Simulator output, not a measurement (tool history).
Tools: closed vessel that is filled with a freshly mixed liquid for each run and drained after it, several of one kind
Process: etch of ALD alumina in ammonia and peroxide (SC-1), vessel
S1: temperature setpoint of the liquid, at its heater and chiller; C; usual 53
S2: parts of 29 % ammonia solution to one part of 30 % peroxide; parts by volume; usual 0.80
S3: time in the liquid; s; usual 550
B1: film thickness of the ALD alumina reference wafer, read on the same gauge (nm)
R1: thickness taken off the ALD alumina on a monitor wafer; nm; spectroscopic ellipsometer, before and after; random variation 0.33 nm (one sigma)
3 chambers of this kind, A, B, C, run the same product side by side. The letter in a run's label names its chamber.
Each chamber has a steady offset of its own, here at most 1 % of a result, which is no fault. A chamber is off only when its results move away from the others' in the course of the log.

{"run": "1A", "hour": 8.3, "S1": 53, "S2": 0.8, "S3": 550, "B1": 139.99, "R1": 52.763}
{"hour": 17.8, "done": "chamber C: ammonia flow meter replaced"}
{"run": "2B", "hour": 22.8, "S1": 53, "S2": 0.8, "S3": 550, "B1": 140.0, "R1": 52.696}
{"run": "3C", "hour": 29.4, "S1": 53, "S2": 0.8, "S3": 550, "B1": 139.99, "R1": 52.556}
{"run": "4B", "hour": 37.4, "S1": 53, "S2": 0.8, "S3": 550, "B1": 140.02, "R1": 52.436}
{"run": "5A", "hour": 44.8, "S1": 53, "S2": 0.8, "S3": 550, "B1": 140.01, "R1": 52.215}
{"run": "6C", "hour": 54.1, "S1": 53, "S2": 0.8, "S3": 550, "B1": 139.98, "R1": 52.962}
{"run": "7B", "hour": 68.7, "S1": 53, "S2": 0.8, "S3": 550, "B1": 140.0, "R1": 53.318}
{"run": "8C", "hour": 80.6, "S1": 53, "S2": 0.8, "S3": 550, "B1": 139.99, "R1": 52.621}
{"hour": 81.1, "done": "chamber A: new drum of ammonia solution connected"}
{"run": "9A", "hour": 91.1, "S1": 53, "S2": 0.8, "S3": 550, "B1": 139.97, "R1": 52.104}
{"run": "10C", "hour": 100.8, "S1": 53, "S2": 0.8, "S3": 550, "B1": 140.01, "R1": 53.081}
{"run": "11A", "hour": 115.2, "S1": 53, "S2": 0.8, "S3": 550, "B1": 140.01, "R1": 52.383}
{"run": "12B", "hour": 127.2, "S1": 53, "S2": 0.8, "S3": 550, "B1": 139.97, "R1": 54.288}
{"run": "13A", "hour": 138.3, "S1": 53, "S2": 0.8, "S3": 550, "B1": 140.0, "R1": 52.672}
{"run": "14C", "hour": 145.6, "S1": 53, "S2": 0.8, "S3": 550, "B1": 140.06, "R1": 52.546}
{"run": "15B", "hour": 153.8, "S1": 53, "S2": 0.8, "S3": 550, "B1": 139.96, "R1": 54.489}
{"run": "16C", "hour": 164.3, "S1": 53, "S2": 0.8, "S3": 550, "B1": 139.97, "R1": 52.745}
{"run": "17A", "hour": 177.5, "S1": 53, "S2": 0.8, "S3": 550, "B1": 139.98, "R1": 52.574}
{"run": "18B", "hour": 190.0, "S1": 53, "S2": 1.05, "S3": 550, "B1": 140.01, "R1": 56.341}
{"hour": 199.5, "done": "chamber C: new drum of ammonia solution connected"}
{"run": "19B", "hour": 201.6, "S1": 53, "S2": 1.05, "S3": 550, "B1": 140.0, "R1": 56.662}
{"run": "20C", "hour": 214.5, "S1": 53, "S2": 1.05, "S3": 550, "B1": 140.03, "R1": 54.117}
{"run": "21A", "hour": 224.0, "S1": 53, "S2": 0.8, "S3": 550, "B1": 140.01, "R1": 52.496}
{"run": "22C", "hour": 233.0, "S1": 53, "S2": 0.8, "S3": 550, "B1": 140.02, "R1": 53.015}
{"run": "23A", "hour": 247.9, "S1": 53, "S2": 1.0, "S3": 550, "B1": 139.99, "R1": 53.405}

All 3 chambers run these settings next. Forecast each chamber's results:
{"run": "24A", "hour": 258.8, "S1": 59, "S2": 0.8, "S3": 550, "R1": "?"}
{"run": "24B", "hour": 258.8, "S1": 59, "S2": 0.8, "S3": 550, "R1": "?"}
{"run": "24C", "hour": 258.8, "S1": 59, "S2": 0.8, "S3": 550, "R1": "?"}

run=24A R1=71.490
run=24B R1=77.219
run=24C R1=72.427
